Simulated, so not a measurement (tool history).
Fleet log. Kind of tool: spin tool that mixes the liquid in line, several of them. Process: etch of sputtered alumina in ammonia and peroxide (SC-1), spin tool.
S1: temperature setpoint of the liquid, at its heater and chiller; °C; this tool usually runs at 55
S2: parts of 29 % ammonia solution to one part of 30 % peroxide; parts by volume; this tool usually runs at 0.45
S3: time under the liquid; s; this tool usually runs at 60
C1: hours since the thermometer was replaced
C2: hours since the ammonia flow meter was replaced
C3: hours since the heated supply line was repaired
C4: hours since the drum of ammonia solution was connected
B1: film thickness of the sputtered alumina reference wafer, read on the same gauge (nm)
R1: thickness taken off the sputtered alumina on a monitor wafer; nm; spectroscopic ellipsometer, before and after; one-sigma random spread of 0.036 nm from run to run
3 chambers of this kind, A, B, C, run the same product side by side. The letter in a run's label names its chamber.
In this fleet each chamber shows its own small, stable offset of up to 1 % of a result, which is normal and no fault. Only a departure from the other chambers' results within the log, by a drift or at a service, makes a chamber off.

{"run": "1B", "hour": 3.7, "S1": 55, "S2": 0.45, "S3": 60, "C1": 507.2, "C2": 1737.3, "C3": 749.4, "C4": 346.6, "B1": 119.99, "R1": 5.4333}
{"run": "2A", "hour": 8.3, "S1": 55, "S2": 0.45, "S3": 60, "C1": 1825.9, "C2": 788.7, "C3": 833.1, "C4": 271, "B1": 120.01, "R1": 5.466}
{"run": "3C", "hour": 14.0, "S1": 55, "S2": 0.45, "S3": 60, "C1": 823, "C2": 1082.6, "C3": 964.4, "C4": 380.6, "B1": 119.97, "R1": 5.4567}
{"run": "4C", "hour": 18.1, "S1": 55, "S2": 0.45, "S3": 60, "C1": 827.1, "C2": 1086.7, "C3": 968.5, "C4": 384.7, "B1": 120.01, "R1": 5.3833}
{"run": "5B", "hour": 22.1, "S1": 49, "S2": 0.45, "S3": 60, "C1": 525.6, "C2": 1755.7, "C3": 767.8, "C4": 365, "B1": 120.01, "R1": 3.95}
{"run": "6A", "hour": 25.5, "S1": 49, "S2": 0.45, "S3": 60, "C1": 1843.1, "C2": 805.9, "C3": 850.3, "C4": 288.2, "B1": 120.01, "R1": 3.9076}
{"run": "7C", "hour": 30.9, "S1": 49, "S2": 0.45, "S3": 60, "C1": 839.9, "C2": 1099.5, "C3": 981.3, "C4": 397.5, "B1": 120.04, "R1": 3.8776}
{"run": "8A", "hour": 35.8, "S1": 55, "S2": 0.45, "S3": 60, "C1": 1853.4, "C2": 816.2, "C3": 860.6, "C4": 298.5, "B1": 120.01, "R1": 5.3926}
{"hour": 36.4, "done": "chamber A: new drum of ammonia solution connected"}
{"run": "9B", "hour": 41.4, "S1": 55, "S2": 0.45, "S3": 60, "C1": 544.9, "C2": 1775, "C3": 787.1, "C4": 384.3, "B1": 120.02, "R1": 5.5162}
{"run": "10A", "hour": 44.3, "S1": 55, "S2": 0.45, "S3": 60, "C1": 1861.9, "C2": 824.7, "C3": 869.1, "C4": 8, "B1": 119.97, "R1": 5.4129}
{"run": "11B", "hour": 47.3, "S1": 55, "S2": 0.45, "S3": 60, "C1": 550.8, "C2": 1780.9, "C3": 793, "C4": 390.2, "B1": 120.02, "R1": 5.5026}
{"run": "12C", "hour": 51.8, "S1": 55, "S2": 0.45, "S3": 60, "C1": 860.8, "C2": 1120.4, "C3": 1002.2, "C4": 418.4, "B1": 120.01, "R1": 5.4042}
{"run": "13A", "hour": 54.8, "S1": 55, "S2": 0.3, "S3": 60, "C1": 1872.4, "C2": 835.2, "C3": 879.6, "C4": 18.5, "B1": 119.99, "R1": 5.2387}
{"run": "14B", "hour": 57.5, "S1": 55, "S2": 0.3, "S3": 60, "C1": 561, "C2": 1791.1, "C3": 803.2, "C4": 400.4, "B1": 120.01, "R1": 5.2503}
{"run": "15C", "hour": 61.7, "S1": 55, "S2": 0.3, "S3": 60, "C1": 870.7, "C2": 1130.3, "C3": 1012.1, "C4": 428.3, "B1": 119.98, "R1": 5.2325}
{"hour": 62.5, "done": "chamber B: heated supply line repaired"}
{"run": "16C", "hour": 65.7, "S1": 55, "S2": 0.45, "S3": 60, "C1": 874.7, "C2": 1134.3, "C3": 1016.1, "C4": 432.3, "B1": 120.01, "R1": 5.4098}
{"run": "17A", "hour": 68.4, "S1": 55, "S2": 0.45, "S3": 60, "C1": 1886, "C2": 848.8, "C3": 893.2, "C4": 32.1, "B1": 119.98, "R1": 5.4597}
{"run": "18B", "hour": 74.1, "S1": 55, "S2": 0.45, "S3": 60, "C1": 577.6, "C2": 1807.7, "C3": 11.7, "C4": 417, "B1": 120, "R1": 5.4516}
{"run": "19C", "hour": 78.0, "S1": 55, "S2": 0.45, "S3": 60, "C1": 887, "C2": 1146.6, "C3": 1028.4, "C4": 444.6, "B1": 120.02, "R1": 5.3762}
{"run": "20B", "hour": 83.0, "S1": 55, "S2": 0.45, "S3": 60, "C1": 586.5, "C2": 1816.6, "C3": 20.6, "C4": 425.9, "B1": 120.06, "R1": 5.4952}
{"run": "21A", "hour": 88.6, "S1": 46.5, "S2": 0.55, "S3": 60, "C1": 1906.2, "C2": 869, "C3": 913.4, "C4": 52.3, "B1": 120, "R1": 3.4958}
{"run": "22A", "hour": 92.3, "S1": 46.5, "S2": 0.55, "S3": 60, "C1": 1909.9, "C2": 872.7, "C3": 917.1, "C4": 56, "B1": 119.97, "R1": 3.4365}
{"run": "23B", "hour": 97.0, "S1": 46.5, "S2": 0.55, "S3": 60, "C1": 600.5, "C2": 1830.6, "C3": 34.6, "C4": 439.9, "B1": 120.02, "R1": 3.4884}
{"run": "24C", "hour": 102.1, "S1": 55, "S2": 0.45, "S3": 60, "C1": 911.1, "C2": 1170.7, "C3": 1052.5, "C4": 468.7, "B1": 119.98, "R1": 5.4181}
{"run": "25B", "hour": 104.9, "S1": 55, "S2": 0.45, "S3": 60, "C1": 608.4, "C2": 1838.5, "C3": 42.5, "C4": 447.8, "B1": 119.98, "R1": 5.4959}
{"run": "26C", "hour": 110.4, "S1": 50.5, "S2": 0.45, "S3": 60, "C1": 919.4, "C2": 1179, "C3": 1060.8, "C4": 477, "B1": 120.01, "R1": 4.2269}
{"run": "27A", "hour": 114.9, "S1": 50.5, "S2": 0.45, "S3": 60, "C1": 1932.5, "C2": 895.3, "C3": 939.7, "C4": 78.6, "B1": 119.98, "R1": 4.2836}
{"run": "28A", "hour": 119.1, "S1": 50.5, "S2": 0.45, "S3": 60, "C1": 1936.7, "C2": 899.5, "C3": 943.9, "C4": 82.8, "B1": 119.98, "R1": 4.2679}
{"run": "29C", "hour": 124.5, "S1": 55, "S2": 0.45, "S3": 60, "C1": 933.5, "C2": 1193.1, "C3": 1074.9, "C4": 491.1, "B1": 120.01, "R1": 5.3774}
{"run": "30B", "hour": 127.5, "S1": 55, "S2": 0.45, "S3": 60, "C1": 631, "C2": 1861.1, "C3": 65.1, "C4": 470.4, "B1": 120, "R1": 5.4317}

Read the log: is a single chamber off, either drifting away or since a service, is the gauge that measures every chamber drifting, or is nothing wrong beyond small per-chamber offsets? Name any odd chamber and what most likely caused it.

No chamber is off and the gauge is stable; the differences are just each chamber's small, constant offset.

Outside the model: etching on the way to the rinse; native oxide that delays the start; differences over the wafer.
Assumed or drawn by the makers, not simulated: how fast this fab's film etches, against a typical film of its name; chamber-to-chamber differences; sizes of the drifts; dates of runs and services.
